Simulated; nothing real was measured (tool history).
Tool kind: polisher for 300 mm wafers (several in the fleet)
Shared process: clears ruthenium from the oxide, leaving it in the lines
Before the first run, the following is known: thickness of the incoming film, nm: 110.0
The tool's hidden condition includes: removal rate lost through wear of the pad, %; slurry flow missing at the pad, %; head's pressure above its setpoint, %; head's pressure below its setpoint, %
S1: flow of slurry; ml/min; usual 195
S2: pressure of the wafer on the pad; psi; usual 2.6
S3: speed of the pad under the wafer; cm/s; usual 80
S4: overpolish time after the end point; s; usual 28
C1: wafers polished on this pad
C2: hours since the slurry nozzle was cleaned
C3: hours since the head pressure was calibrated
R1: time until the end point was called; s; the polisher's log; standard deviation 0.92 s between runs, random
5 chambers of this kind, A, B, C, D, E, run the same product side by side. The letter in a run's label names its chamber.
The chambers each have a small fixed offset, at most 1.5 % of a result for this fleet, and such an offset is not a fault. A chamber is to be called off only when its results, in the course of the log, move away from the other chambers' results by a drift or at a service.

{"hour": 0.3, "done": "chamber C: worn pad replaced by a new one"}
{"run": "1A", "hour": 5.8, "S1": 195, "S2": 2.6, "S3": 80, "S4": 28, "C1": 473, "C2": 59.4, "C3": 534.7, "R1": 96.247}
{"hour": 6.9, "done": "chamber A: worn pad replaced by a new one"}
{"run": "2E", "hour": 12.1, "S1": 195, "S2": 2.6, "S3": 80, "S4": 28, "C1": 399, "C2": 146.4, "C3": 1124.2, "R1": 94.639}
{"run": "3B", "hour": 17.2, "S1": 195, "S2": 2.6, "S3": 80, "S4": 28, "C1": 975, "C2": 257.3, "C3": 189.3, "R1": 95.48}
{"run": "4D", "hour": 21.0, "S1": 195, "S2": 2.6, "S3": 80, "S4": 28, "C1": 869, "C2": 576.6, "C3": 51.6, "R1": 93.975}
{"run": "5C", "hour": 25.2, "S1": 195, "S2": 2.6, "S3": 80, "S4": 28, "C1": 229, "C2": 781.1, "C3": 694.6, "R1": 94.316}
{"run": "6C", "hour": 28.2, "S1": 195, "S2": 2.6, "S3": 80, "S4": 28, "C1": 257, "C2": 784.1, "C3": 697.6, "R1": 93.664}
{"hour": 32.9, "done": "chamber B: worn pad replaced by a new one"}
{"run": "7B", "hour": 34.3, "S1": 195, "S2": 2.6, "S3": 80, "S4": 28, "C1": 13, "C2": 274.4, "C3": 206.4, "R1": 94.519}
{"hour": 37.0, "done": "chamber B: slurry nozzle cleaned"}
{"run": "8D", "hour": 38.6, "S1": 195, "S2": 2.6, "S3": 80, "S4": 28, "C1": 1032, "C2": 594.2, "C3": 69.2, "R1": 94.735}
{"run": "9E", "hour": 44.8, "S1": 195, "S2": 2.6, "S3": 80, "S4": 28, "C1": 701, "C2": 179.1, "C3": 1156.9, "R1": 96.583}
{"run": "10A", "hour": 49.0, "S1": 195, "S2": 2.6, "S3": 80, "S4": 28, "C1": 388, "C2": 102.6, "C3": 577.9, "R1": 94.295}
{"run": "11C", "hour": 53.4, "S1": 195, "S2": 2.6, "S3": 80, "S4": 28, "C1": 489, "C2": 809.3, "C3": 722.8, "R1": 94.181}
{"run": "12E", "hour": 56.9, "S1": 195, "S2": 2.6, "S3": 80, "S4": 28, "C1": 812, "C2": 191.2, "C3": 1169.0, "R1": 96.191}
{"hour": 57.3, "done": "chamber E: worn pad replaced by a new one"}
{"hour": 57.7, "done": "chamber D: worn pad replaced by a new one"}
{"run": "13B", "hour": 60.4, "S1": 195, "S2": 2.6, "S3": 80, "S4": 28, "C1": 254, "C2": 23.4, "C3": 232.5, "R1": 95.945}
{"hour": 65.7, "done": "chamber C: slurry nozzle cleaned"}
{"run": "14A", "hour": 65.8, "S1": 195, "S2": 2.6, "S3": 80, "S4": 28, "C1": 543, "C2": 119.4, "C3": 594.7, "R1": 96.197}
{"hour": 68.5, "done": "chamber A: worn pad replaced by a new one"}
{"run": "15D", "hour": 69.8, "S1": 195, "S2": 2.6, "S3": 80, "S4": 28, "C1": 111, "C2": 625.4, "C3": 100.4, "R1": 93.895}
{"run": "16B", "hour": 73.1, "S1": 195, "S2": 2.6, "S3": 80, "S4": 28, "C1": 371, "C2": 36.1, "C3": 245.2, "R1": 94.286}
{"run": "17E", "hour": 77.3, "S1": 195, "S2": 2.6, "S3": 80, "S4": 28, "C1": 184, "C2": 211.6, "C3": 1189.4, "R1": 96.767}
{"run": "18A", "hour": 80.4, "S1": 195, "S2": 2.6, "S3": 80, "S4": 28, "C1": 110, "C2": 134.0, "C3": 609.3, "R1": 93.321}
{"run": "19C", "hour": 84.7, "S1": 195, "S2": 2.6, "S3": 80, "S4": 28, "C1": 778, "C2": 19.1, "C3": 754.1, "R1": 90.731}
{"hour": 84.9, "done": "chamber E: head pressure recalibrated"}
{"run": "20D", "hour": 88.1, "S1": 195, "S2": 2.6, "S3": 80, "S4": 28, "C1": 280, "C2": 643.7, "C3": 118.7, "R1": 95.285}
{"run": "21D", "hour": 94.4, "S1": 250, "S2": 2.6, "S3": 80, "S4": 28, "C1": 338, "C2": 650.0, "C3": 125.0, "R1": 92.595}
{"run": "22C", "hour": 100.3, "S1": 250, "S2": 2.6, "S3": 80, "S4": 28, "C1": 922, "C2": 34.7, "C3": 769.7, "R1": 90.271}
{"run": "23A", "hour": 106.7, "S1": 250, "S2": 2.6, "S3": 80, "S4": 28, "C1": 352, "C2": 160.3, "C3": 635.6, "R1": 92.429}
{"run": "24E", "hour": 113.0, "S1": 250, "S2": 2.6, "S3": 80, "S4": 28, "C1": 513, "C2": 247.3, "C3": 28.2, "R1": 104.14}
{"run": "25B", "hour": 115.9, "S1": 250, "S2": 2.6, "S3": 80, "S4": 28, "C1": 766, "C2": 78.9, "C3": 288.0, "R1": 91.78}
{"run": "26B", "hour": 121.7, "S1": 195, "S2": 2.6, "S3": 80, "S4": 28, "C1": 819, "C2": 84.7, "C3": 293.8, "R1": 94.676}
{"run": "27E", "hour": 125.2, "S1": 195, "S2": 2.6, "S3": 80, "S4": 28, "C1": 626, "C2": 259.5, "C3": 40.4, "R1": 106.09}
{"run": "28D", "hour": 131.1, "S1": 195, "S2": 2.6, "S3": 80, "S4": 28, "C1": 676, "C2": 686.7, "C3": 161.7, "R1": 96.591}
{"run": "29C", "hour": 134.4, "S1": 195, "S2": 2.6, "S3": 80, "S4": 28, "C1": 1236, "C2": 68.8, "C3": 803.8, "R1": 93.95}
{"hour": 135.1, "done": "chamber A: worn pad replaced by a new one"}
{"run": "30A", "hour": 139.0, "S1": 250, "S2": 2.2, "S3": 80, "S4": 28, "C1": 36, "C2": 192.6, "C3": 667.9, "R1": 109.17}
{"run": "31B", "hour": 142.5, "S1": 250, "S2": 2.2, "S3": 80, "S4": 28, "C1": 1011, "C2": 105.5, "C3": 314.6, "R1": 106.76}
{"hour": 143.5, "done": "chamber E: worn pad replaced by a new one"}
{"run": "32A", "hour": 148.0, "S1": 250, "S2": 2.2, "S3": 80, "S4": 28, "C1": 119, "C2": 201.6, "C3": 676.9, "R1": 107.85}
{"run": "33E", "hour": 154.3, "S1": 250, "S2": 2.2, "S3": 80, "S4": 28, "C1": 100, "C2": 288.6, "C3": 69.5, "R1": 121.3}
{"run": "34D", "hour": 157.8, "S1": 250, "S2": 2.2, "S3": 80, "S4": 28, "C1": 923, "C2": 713.4, "C3": 188.4, "R1": 108.96}

Is one chamber out of step, is the gauge drifting, or do the chambers differ by no more than their own small offsets? For an off chamber, give its letter and the likeliest cause.

The work done on chamber E during a service left it standing apart from the others.
What lies behind it: head's pressure below its setpoint, % = 10.2.

Below are 4 candidate recipes for chamber E's next run, each the usual settings with a change, their results shown as question marks. Which of them brings E's results back in line with what the other chambers give on the usual settings?
Counts as in line when no further than this from what the other chambers average on the usual settings: R1 3.200 s
{"run": "35E-1", "hour": 162.8, "S1": 195, "S2": 2.8, "S3": 84, "S4": 28, "R1": "?"}
{"run": "35E-2", "hour": 162.8, "S1": 195, "S2": 2.4, "S3": 76, "S4": 28, "R1": "?"}
{"run": "35E-3", "hour": 162.8, "S1": 195, "S2": 2.6, "S3": 84, "S4": 28, "R1": "?"}
{"run": "35E-4", "hour": 162.8, "S1": 195, "S2": 2.6, "S3": 76, "S4": 28, "R1": "?"}

The mean the other chambers reach with the usual settings: R1 94.575 s
run=35E-1 R1=93.812
run=35E-2 R1=120.670
run=35E-3 R1=100.960
run=35E-4 R1=111.480
35E-1 puts the chamber back in line with the other chambers.

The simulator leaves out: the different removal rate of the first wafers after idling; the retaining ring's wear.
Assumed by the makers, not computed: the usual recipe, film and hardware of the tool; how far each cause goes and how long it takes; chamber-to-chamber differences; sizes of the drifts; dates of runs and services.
